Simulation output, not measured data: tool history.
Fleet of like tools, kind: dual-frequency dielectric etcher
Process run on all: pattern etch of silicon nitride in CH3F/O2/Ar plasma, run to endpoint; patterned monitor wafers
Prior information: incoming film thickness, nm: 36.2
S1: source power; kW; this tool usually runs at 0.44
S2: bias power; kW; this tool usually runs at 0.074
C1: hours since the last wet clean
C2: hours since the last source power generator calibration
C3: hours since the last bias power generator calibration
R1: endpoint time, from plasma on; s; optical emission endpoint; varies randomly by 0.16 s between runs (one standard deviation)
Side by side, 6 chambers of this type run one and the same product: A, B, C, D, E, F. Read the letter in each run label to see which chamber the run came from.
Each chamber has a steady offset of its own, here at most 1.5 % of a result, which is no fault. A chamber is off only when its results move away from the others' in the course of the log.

run 1D hour=6.7 | S1=0.44 S2=0.074 | C1=11.9 C2=2537.3 C3=580.8 | R1=49.942
run 2E hour=14.9 | S1=0.44 S2=0.074 | C1=435.3 C2=2562.4 C3=2195.4 | R1=50.257
run 3F hour=19 | S1=0.44 S2=0.074 | C1=299.4 C2=1701.4 C3=236.1 | R1=49.783
-- hour=23.8 chamber E: bias power generator calibrated
run 4C hour=25 | S1=0.44 S2=0.074 | C1=497.6 C2=2251 C3=1816.1 | R1=49.852
run 5A hour=30.8 | S1=0.44 S2=0.074 | C1=66.3 C2=795.3 C3=1621.2 | R1=49.998
run 6B hour=34.7 | S1=0.44 S2=0.074 | C1=225.7 C2=869 C3=1947.6 | R1=50.116
run 7E hour=38.9 | S1=0.44 S2=0.074 | C1=459.3 C2=2586.4 C3=15.1 | R1=50.092
run 8C hour=44.8 | S1=0.53 S2=0.091 | C1=517.4 C2=2270.8 C3=1835.9 | R1=43.36
run 9B hour=51.4 | S1=0.53 S2=0.091 | C1=242.4 C2=885.7 C3=1964.3 | R1=43.461
run 10D hour=55.7 | S1=0.53 S2=0.091 | C1=60.9 C2=2586.3 C3=629.8 | R1=43.307
run 11F hour=63.7 | S1=0.53 S2=0.091 | C1=344.1 C2=1746.1 C3=280.8 | R1=43.001
run 12A hour=71 | S1=0.53 S2=0.091 | C1=106.5 C2=835.5 C3=1661.4 | R1=43.67
run 13A hour=75.2 | S1=0.53 S2=0.091 | C1=110.7 C2=839.7 C3=1665.6 | R1=43.668
run 14C hour=79.4 | S1=0.44 S2=0.074 | C1=552 C2=2305.4 C3=1870.5 | R1=50.122
-- hour=81.2 chamber F: wet clean of the chamber
run 15E hour=84.6 | S1=0.44 S2=0.074 | C1=505 C2=2632.1 C3=60.8 | R1=49.844
run 16B hour=89.7 | S1=0.44 S2=0.074 | C1=280.7 C2=924 C3=2002.6 | R1=49.926
run 17F hour=95.1 | S1=0.44 S2=0.074 | C1=13.9 C2=1777.5 C3=312.2 | R1=47.453
-- hour=98.3 chamber E: wet clean of the chamber
run 18D hour=100.7 | S1=0.44 S2=0.074 | C1=105.9 C2=2631.3 C3=674.8 | R1=49.615
-- hour=100.8 chamber C: wet clean of the chamber
run 19D hour=104.3 | S1=0.44 S2=0.063 | C1=109.5 C2=2634.9 C3=678.4 | R1=52.495
run 20E hour=108.1 | S1=0.44 S2=0.063 | C1=9.9 C2=2655.6 C3=84.3 | R1=53.079
run 21B hour=112.9 | S1=0.44 S2=0.063 | C1=303.9 C2=947.2 C3=2025.8 | R1=53.105
run 22C hour=118.9 | S1=0.44 S2=0.063 | C1=18.2 C2=2344.9 C3=1910 | R1=52.722
run 23F hour=123.1 | S1=0.44 S2=0.063 | C1=41.9 C2=1805.5 C3=340.2 | R1=50.029
run 24A hour=127.4 | S1=0.44 S2=0.063 | C1=162.9 C2=891.9 C3=1717.8 | R1=53.121
run 25F hour=135.5 | S1=0.44 S2=0.074 | C1=54.3 C2=1817.9 C3=352.6 | R1=47.666
run 26B hour=139.5 | S1=0.41 S2=0.074 | C1=330.5 C2=973.8 C3=2052.4 | R1=51.103
run 27C hour=145.1 | S1=0.41 S2=0.074 | C1=44.4 C2=2371.1 C3=1936.2 | R1=51.279
run 28D hour=152.3 | S1=0.41 S2=0.074 | C1=157.5 C2=2682.9 C3=726.4 | R1=51.159
run 29A hour=156 | S1=0.41 S2=0.074 | C1=191.5 C2=920.5 C3=1746.4 | R1=51.562
run 30E hour=163.1 | S1=0.41 S2=0.074 | C1=64.9 C2=2710.6 C3=139.3 | R1=51.572
run 31B hour=167 | S1=0.41 S2=0.074 | C1=358 C2=1001.3 C3=2079.9 | R1=51.087
run 32F hour=174.5 | S1=0.44 S2=0.074 | C1=93.3 C2=1856.9 C3=391.6 | R1=47.566
run 33C hour=179.8 | S1=0.44 S2=0.074 | C1=79.1 C2=2405.8 C3=1970.9 | R1=49.882
run 34D hour=187 | S1=0.44 S2=0.074 | C1=192.2 C2=2717.6 C3=761.1 | R1=49.964
run 35A hour=192.3 | S1=0.44 S2=0.074 | C1=227.8 C2=956.8 C3=1782.7 | R1=50.45
run 36E hour=199.1 | S1=0.44 S2=0.074 | C1=100.9 C2=2746.6 C3=175.3 | R1=49.961
run 37B hour=206.5 | S1=0.44 S2=0.074 | C1=397.5 C2=1040.8 C3=2119.4 | R1=49.949

All chambers now run identical settings, listed one chamber a line with results as question marks. What results will each chamber show?
run 38A hour=212.4 | S1=0.44 S2=0.083 | R1=?
run 38B hour=212.4 | S1=0.44 S2=0.083 | R1=?
run 38C hour=212.4 | S1=0.44 S2=0.083 | R1=?
run 38D hour=212.4 | S1=0.44 S2=0.083 | R1=?
run 38E hour=212.4 | S1=0.44 S2=0.083 | R1=?
run 38F hour=212.4 | S1=0.44 S2=0.083 | R1=?

run=38A R1=47.884
run=38B R1=47.75
run=38C R1=47.742
run=38D R1=47.606
run=38E R1=47.793
run=38F R1=45.317
